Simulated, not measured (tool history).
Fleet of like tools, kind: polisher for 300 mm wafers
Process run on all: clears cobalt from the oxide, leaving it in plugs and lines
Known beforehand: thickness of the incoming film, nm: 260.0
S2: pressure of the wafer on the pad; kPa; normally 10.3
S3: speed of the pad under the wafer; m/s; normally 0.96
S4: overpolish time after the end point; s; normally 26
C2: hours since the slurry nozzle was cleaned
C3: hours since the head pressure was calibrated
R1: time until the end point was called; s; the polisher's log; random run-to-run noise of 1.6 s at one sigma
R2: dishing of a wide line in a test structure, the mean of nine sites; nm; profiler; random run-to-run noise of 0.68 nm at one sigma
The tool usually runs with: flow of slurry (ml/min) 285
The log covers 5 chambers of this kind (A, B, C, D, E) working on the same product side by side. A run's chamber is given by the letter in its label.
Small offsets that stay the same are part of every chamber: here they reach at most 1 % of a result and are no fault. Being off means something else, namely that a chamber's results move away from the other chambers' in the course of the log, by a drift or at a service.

run 1C hour=4.6 | flow_of_slurry_(ml/min)=285 S2=10.3 S3=0.96 S4=26 | wafers_polished_on_this_pad=727 C2=401.4 C3=709.1 | R1=83.187 R2=46.246
-- hour=7.2 chamber C: worn pad replaced by a new one
run 2B hour=9.4 | flow_of_slurry_(ml/min)=285 S2=10.3 S3=0.96 S4=26 | wafers_polished_on_this_pad=514 C2=16.9 C3=125.5 | R1=81.778 R2=44.774
run 3E hour=14.5 | flow_of_slurry_(ml/min)=285 S2=10.3 S3=0.96 S4=26 | wafers_polished_on_this_pad=287 C2=582.5 C3=208.0 | R1=80.733 R2=45.308
run 4A hour=22.0 | flow_of_slurry_(ml/min)=285 S2=10.3 S3=0.96 S4=26 | wafers_polished_on_this_pad=713 C2=132.9 C3=760.6 | R1=81.944 R2=45.520
run 5D hour=30.4 | flow_of_slurry_(ml/min)=285 S2=10.3 S3=0.96 S4=26 | wafers_polished_on_this_pad=418 C2=148.3 C3=934.6 | R1=79.800 R2=46.263
run 6B hour=35.8 | flow_of_slurry_(ml/min)=285 S2=10.3 S3=0.96 S4=26 | wafers_polished_on_this_pad=719 C2=43.3 C3=151.9 | R1=82.112 R2=47.611
run 7C hour=44.2 | flow_of_slurry_(ml/min)=285 S2=10.3 S3=0.96 S4=26 | wafers_polished_on_this_pad=287 C2=441.0 C3=748.7 | R1=79.332 R2=44.203
run 8E hour=51.5 | flow_of_slurry_(ml/min)=285 S2=10.3 S3=0.96 S4=26 | wafers_polished_on_this_pad=574 C2=619.5 C3=245.0 | R1=80.254 R2=44.515
run 9A hour=55.6 | flow_of_slurry_(ml/min)=285 S2=10.3 S3=0.96 S4=26 | wafers_polished_on_this_pad=973 C2=166.5 C3=794.2 | R1=80.662 R2=45.683
run 10D hour=62.0 | flow_of_slurry_(ml/min)=285 S2=10.3 S3=0.96 S4=26 | wafers_polished_on_this_pad=663 C2=179.9 C3=966.2 | R1=81.605 R2=45.560
run 11C hour=69.4 | flow_of_slurry_(ml/min)=285 S2=10.3 S3=0.96 S4=26 | wafers_polished_on_this_pad=482 C2=466.2 C3=773.9 | R1=81.614 R2=46.134
-- hour=75.4 chamber C: slurry nozzle cleaned
run 12A hour=77.2 | flow_of_slurry_(ml/min)=285 S2=10.3 S3=0.96 S4=26 | wafers_polished_on_this_pad=1141 C2=188.1 C3=815.8 | R1=80.486 R2=45.845
-- hour=82.1 chamber C: head pressure recalibrated
run 13E hour=83.3 | flow_of_slurry_(ml/min)=285 S2=10.3 S3=0.96 S4=26 | wafers_polished_on_this_pad=820 C2=651.3 C3=276.8 | R1=82.500 R2=44.574
-- hour=84.0 chamber E: worn pad replaced by a new one
-- hour=85.0 chamber A: worn pad replaced by a new one
run 14B hour=87.9 | flow_of_slurry_(ml/min)=285 S2=10.3 S3=0.96 S4=26 | wafers_polished_on_this_pad=1123 C2=95.4 C3=204.0 | R1=82.414 R2=45.329
-- hour=91.8 chamber B: worn pad replaced by a new one
run 15D hour=94.0 | flow_of_slurry_(ml/min)=285 S2=10.3 S3=0.96 S4=26 | wafers_polished_on_this_pad=911 C2=211.9 C3=998.2 | R1=82.819 R2=44.563
run 16E hour=98.8 | flow_of_slurry_(ml/min)=285 S2=10.3 S3=0.96 S4=26 | wafers_polished_on_this_pad=115 C2=666.8 C3=292.3 | R1=80.674 R2=46.459
run 17A hour=102.6 | flow_of_slurry_(ml/min)=285 S2=10.3 S3=0.96 S4=26 | wafers_polished_on_this_pad=136 C2=213.5 C3=841.2 | R1=82.456 R2=46.271
run 18D hour=107.6 | flow_of_slurry_(ml/min)=285 S2=10.3 S3=0.96 S4=26 | wafers_polished_on_this_pad=1016 C2=225.5 C3=1011.8 | R1=79.930 R2=45.754
run 19B hour=114.0 | flow_of_slurry_(ml/min)=285 S2=10.3 S3=0.96 S4=26 | wafers_polished_on_this_pad=172 C2=121.5 C3=230.1 | R1=81.431 R2=45.716
-- hour=118.1 chamber C: worn pad replaced by a new one
run 20C hour=119.5 | flow_of_slurry_(ml/min)=285 S2=10.3 S3=0.96 S4=26 | wafers_polished_on_this_pad=11 C2=44.1 C3=37.4 | R1=91.367 R2=42.406
run 21B hour=123.8 | flow_of_slurry_(ml/min)=285 S2=10.3 S3=0.96 S4=26 | wafers_polished_on_this_pad=248 C2=131.3 C3=239.9 | R1=84.119 R2=45.399
-- hour=127.6 chamber A: slurry nozzle cleaned
run 22A hour=132.2 | flow_of_slurry_(ml/min)=285 S2=10.3 S3=0.96 S4=26 | wafers_polished_on_this_pad=366 C2=4.6 C3=870.8 | R1=81.725 R2=46.188
run 23D hour=138.2 | flow_of_slurry_(ml/min)=285 S2=10.3 S3=0.96 S4=26 | wafers_polished_on_this_pad=1254 C2=256.1 C3=1042.4 | R1=83.112 R2=46.464
-- hour=140.7 chamber D: worn pad replaced by a new one
run 24C hour=143.4 | flow_of_slurry_(ml/min)=285 S2=10.3 S3=0.96 S4=26 | wafers_polished_on_this_pad=196 C2=68.0 C3=61.3 | R1=92.323 R2=41.939
run 25E hour=147.2 | flow_of_slurry_(ml/min)=205 S2=7.6 S3=0.96 S4=26 | wafers_polished_on_this_pad=490 C2=715.2 C3=340.7 | R1=117.870 R2=37.638
run 26B hour=151.4 | flow_of_slurry_(ml/min)=205 S2=7.6 S3=0.96 S4=26 | wafers_polished_on_this_pad=462 C2=158.9 C3=267.5 | R1=120.940 R2=37.495
-- hour=152.0 chamber D: slurry nozzle cleaned
run 27D hour=159.9 | flow_of_slurry_(ml/min)=205 S2=7.6 S3=0.96 S4=26 | wafers_polished_on_this_pad=148 C2=7.9 C3=1064.1 | R1=113.070 R2=37.843
run 28E hour=164.3 | flow_of_slurry_(ml/min)=205 S2=7.6 S3=0.96 S4=26 | wafers_polished_on_this_pad=622 C2=732.3 C3=357.8 | R1=119.110 R2=37.353
run 29A hour=172.7 | flow_of_slurry_(ml/min)=205 S2=7.6 S3=0.96 S4=26 | wafers_polished_on_this_pad=680 C2=45.1 C3=911.3 | R1=118.980 R2=37.926
run 30C hour=181.1 | flow_of_slurry_(ml/min)=285 S2=10.3 S3=0.96 S4=26 | wafers_polished_on_this_pad=488 C2=105.7 C3=99.0 | R1=92.735 R2=43.357
run 31C hour=188.4 | flow_of_slurry_(ml/min)=285 S2=10.3 S3=0.96 S4=26 | wafers_polished_on_this_pad=545 C2=113.0 C3=106.3 | R1=93.445 R2=43.225
-- hour=191.5 chamber E: worn pad replaced by a new one
run 32D hour=194.5 | flow_of_slurry_(ml/min)=285 S2=10.3 S3=0.96 S4=37 | wafers_polished_on_this_pad=417 C2=42.5 C3=1098.7 | R1=80.927 R2=52.853
run 33B hour=199.5 | flow_of_slurry_(ml/min)=285 S2=10.3 S3=0.96 S4=37 | wafers_polished_on_this_pad=835 C2=207.0 C3=315.6 | R1=83.607 R2=52.956
run 34E hour=207.6 | flow_of_slurry_(ml/min)=285 S2=10.3 S3=0.96 S4=37 | wafers_polished_on_this_pad=125 C2=775.6 C3=401.1 | R1=80.587 R2=53.092
-- hour=212.5 chamber E: slurry nozzle cleaned
run 35A hour=214.3 | flow_of_slurry_(ml/min)=285 S2=10.3 S3=0.96 S4=37 | wafers_polished_on_this_pad=1002 C2=86.7 C3=952.9 | R1=82.591 R2=52.837
run 36A hour=220.2 | flow_of_slurry_(ml/min)=285 S2=10.3 S3=0.96 S4=37 | wafers_polished_on_this_pad=1048 C2=92.6 C3=958.8 | R1=79.610 R2=54.763
run 37B hour=227.9 | flow_of_slurry_(ml/min)=285 S2=10.3 S3=0.96 S4=26 | wafers_polished_on_this_pad=1055 C2=235.4 C3=344.0 | R1=82.259 R2=46.185
run 38C hour=232.4 | flow_of_slurry_(ml/min)=285 S2=10.3 S3=0.96 S4=26 | wafers_polished_on_this_pad=886 C2=157.0 C3=150.3 | R1=93.188 R2=42.940
run 39D hour=238.8 | flow_of_slurry_(ml/min)=285 S2=10.3 S3=0.96 S4=26 | wafers_polished_on_this_pad=760 C2=86.8 C3=1143.0 | R1=82.369 R2=46.146
-- hour=243.0 chamber B: worn pad replaced by a new one
run 40E hour=243.0 | flow_of_slurry_(ml/min)=285 S2=10.3 S3=0.96 S4=26 | wafers_polished_on_this_pad=399 C2=30.6 C3=436.5 | R1=80.775 R2=45.770
run 41D hour=248.6 | flow_of_slurry_(ml/min)=285 S2=10.3 S3=0.96 S4=26 | wafers_polished_on_this_pad=836 C2=96.6 C3=1152.8 | R1=81.233 R2=45.956
run 42B hour=253.2 | flow_of_slurry_(ml/min)=285 S2=10.3 S3=0.96 S4=26 | wafers_polished_on_this_pad=79 C2=260.7 C3=369.3 | R1=79.327 R2=44.675
run 43E hour=256.9 | flow_of_slurry_(ml/min)=285 S2=10.3 S3=0.96 S4=26 | wafers_polished_on_this_pad=507 C2=44.5 C3=450.4 | R1=83.189 R2=46.283
run 44A hour=264.1 | flow_of_slurry_(ml/min)=285 S2=10.3 S3=0.96 S4=26 | wafers_polished_on_this_pad=1388 C2=136.5 C3=1002.7 | R1=82.706 R2=44.943

For the next run the whole fleet of 5 chambers uses the same settings. Give each chamber's results:
run 45A hour=270.3 | flow_of_slurry_(ml/min)=285 S2=10.3 S3=0.96 S4=26 | R1=? R2=?
run 45B hour=270.3 | flow_of_slurry_(ml/min)=285 S2=10.3 S3=0.96 S4=26 | R1=? R2=?
run 45C hour=270.3 | flow_of_slurry_(ml/min)=285 S2=10.3 S3=0.96 S4=26 | R1=? R2=?
run 45D hour=270.3 | flow_of_slurry_(ml/min)=285 S2=10.3 S3=0.96 S4=26 | R1=? R2=?
run 45E hour=270.3 | flow_of_slurry_(ml/min)=285 S2=10.3 S3=0.96 S4=26 | R1=? R2=?

run=45A R1=83.992 R2=45.141
run=45B R1=82.863 R2=45.288
run=45C R1=91.753 R2=42.489
run=45D R1=80.673 R2=47.733
run=45E R1=78.883 R2=46.975
